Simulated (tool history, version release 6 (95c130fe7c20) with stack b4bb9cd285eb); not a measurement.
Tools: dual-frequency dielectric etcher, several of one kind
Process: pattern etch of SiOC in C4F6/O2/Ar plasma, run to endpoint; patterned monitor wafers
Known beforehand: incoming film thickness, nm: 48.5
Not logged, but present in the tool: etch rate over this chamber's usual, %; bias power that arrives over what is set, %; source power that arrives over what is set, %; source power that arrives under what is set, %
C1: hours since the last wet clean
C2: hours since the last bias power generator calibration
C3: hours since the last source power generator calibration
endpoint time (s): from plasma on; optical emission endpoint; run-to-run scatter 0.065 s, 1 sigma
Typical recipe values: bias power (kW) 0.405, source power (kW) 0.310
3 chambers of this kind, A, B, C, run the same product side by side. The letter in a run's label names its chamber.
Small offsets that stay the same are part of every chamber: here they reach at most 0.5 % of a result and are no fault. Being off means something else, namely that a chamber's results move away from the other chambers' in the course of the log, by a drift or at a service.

{"run": "1C", "hour": 4.5, "bias power (kW)": 0.405, "source power (kW)": 0.31, "C1": 318.4, "C2": 733.6, "C3": 1192.1, "endpoint time (s)": 19.394}
{"run": "2B", "hour": 11.7, "bias power (kW)": 0.405, "source power (kW)": 0.31, "C1": 143.6, "C2": 3392.4, "C3": 182.8, "endpoint time (s)": 19.535}
{"run": "3A", "hour": 18.1, "bias power (kW)": 0.405, "source power (kW)": 0.31, "C1": 582.1, "C2": 1018.3, "C3": 1290.1, "endpoint time (s)": 19.29}
{"run": "4C", "hour": 25.2, "bias power (kW)": 0.405, "source power (kW)": 0.31, "C1": 339.1, "C2": 754.3, "C3": 1212.8, "endpoint time (s)": 19.357}
{"run": "5A", "hour": 29.4, "bias power (kW)": 0.405, "source power (kW)": 0.31, "C1": 593.4, "C2": 1029.6, "C3": 1301.4, "endpoint time (s)": 19.223}
{"run": "6B", "hour": 36.7, "bias power (kW)": 0.405, "source power (kW)": 0.31, "C1": 168.6, "C2": 3417.4, "C3": 207.8, "endpoint time (s)": 19.554}
{"run": "7B", "hour": 42.1, "bias power (kW)": 0.405, "source power (kW)": 0.31, "C1": 174.0, "C2": 3422.8, "C3": 213.2, "endpoint time (s)": 19.452}
{"run": "8A", "hour": 48.3, "bias power (kW)": 0.405, "source power (kW)": 0.31, "C1": 612.3, "C2": 1048.5, "C3": 1320.3, "endpoint time (s)": 19.421}
{"run": "9C", "hour": 51.8, "bias power (kW)": 0.405, "source power (kW)": 0.31, "C1": 365.7, "C2": 780.9, "C3": 1239.4, "endpoint time (s)": 19.351}
{"hour": 57.6, "done": "chamber A: wet clean of the chamber"}
{"run": "10A", "hour": 59.3, "bias power (kW)": 0.405, "source power (kW)": 0.27, "C1": 1.7, "C2": 1059.5, "C3": 1331.3, "endpoint time (s)": 19.65}
{"run": "11B", "hour": 67.1, "bias power (kW)": 0.405, "source power (kW)": 0.27, "C1": 199.0, "C2": 3447.8, "C3": 238.2, "endpoint time (s)": 20.519}
{"run": "12C", "hour": 72.0, "bias power (kW)": 0.405, "source power (kW)": 0.27, "C1": 385.9, "C2": 801.1, "C3": 1259.6, "endpoint time (s)": 20.356}
{"run": "13A", "hour": 79.2, "bias power (kW)": 0.371, "source power (kW)": 0.38, "C1": 21.6, "C2": 1079.4, "C3": 1351.2, "endpoint time (s)": 17.864}
{"run": "14C", "hour": 85.1, "bias power (kW)": 0.371, "source power (kW)": 0.38, "C1": 399.0, "C2": 814.2, "C3": 1272.7, "endpoint time (s)": 18.561}
{"run": "15B", "hour": 91.9, "bias power (kW)": 0.371, "source power (kW)": 0.38, "C1": 223.8, "C2": 3472.6, "C3": 263.0, "endpoint time (s)": 18.584}
{"run": "16B", "hour": 96.8, "bias power (kW)": 0.405, "source power (kW)": 0.31, "C1": 228.7, "C2": 3477.5, "C3": 267.9, "endpoint time (s)": 19.469}
{"run": "17A", "hour": 103.1, "bias power (kW)": 0.443, "source power (kW)": 0.24, "C1": 45.5, "C2": 1103.3, "C3": 1375.1, "endpoint time (s)": 19.924}
{"run": "18C", "hour": 107.5, "bias power (kW)": 0.443, "source power (kW)": 0.24, "C1": 421.4, "C2": 836.6, "C3": 1295.1, "endpoint time (s)": 20.357}
{"run": "19C", "hour": 112.2, "bias power (kW)": 0.443, "source power (kW)": 0.24, "C1": 426.1, "C2": 841.3, "C3": 1299.8, "endpoint time (s)": 20.617}
{"run": "20B", "hour": 115.9, "bias power (kW)": 0.405, "source power (kW)": 0.31, "C1": 247.8, "C2": 3496.6, "C3": 287.0, "endpoint time (s)": 19.592}
{"run": "21A", "hour": 120.8, "bias power (kW)": 0.405, "source power (kW)": 0.31, "C1": 63.2, "C2": 1121.0, "C3": 1392.8, "endpoint time (s)": 18.593}

All chambers now run identical settings, listed one chamber a line with results as question marks. What results will each chamber show?
{"run": "22A", "hour": 126.4, "bias power (kW)": 0.405, "source power (kW)": 0.33, "endpoint time (s)": "?"}
{"run": "22B", "hour": 126.4, "bias power (kW)": 0.405, "source power (kW)": 0.33, "endpoint time (s)": "?"}
{"run": "22C", "hour": 126.4, "bias power (kW)": 0.405, "source power (kW)": 0.33, "endpoint time (s)": "?"}

run=22A endpoint_time_(s)=18.218
run=22B endpoint_time_(s)=18.952
run=22C endpoint_time_(s)=18.950

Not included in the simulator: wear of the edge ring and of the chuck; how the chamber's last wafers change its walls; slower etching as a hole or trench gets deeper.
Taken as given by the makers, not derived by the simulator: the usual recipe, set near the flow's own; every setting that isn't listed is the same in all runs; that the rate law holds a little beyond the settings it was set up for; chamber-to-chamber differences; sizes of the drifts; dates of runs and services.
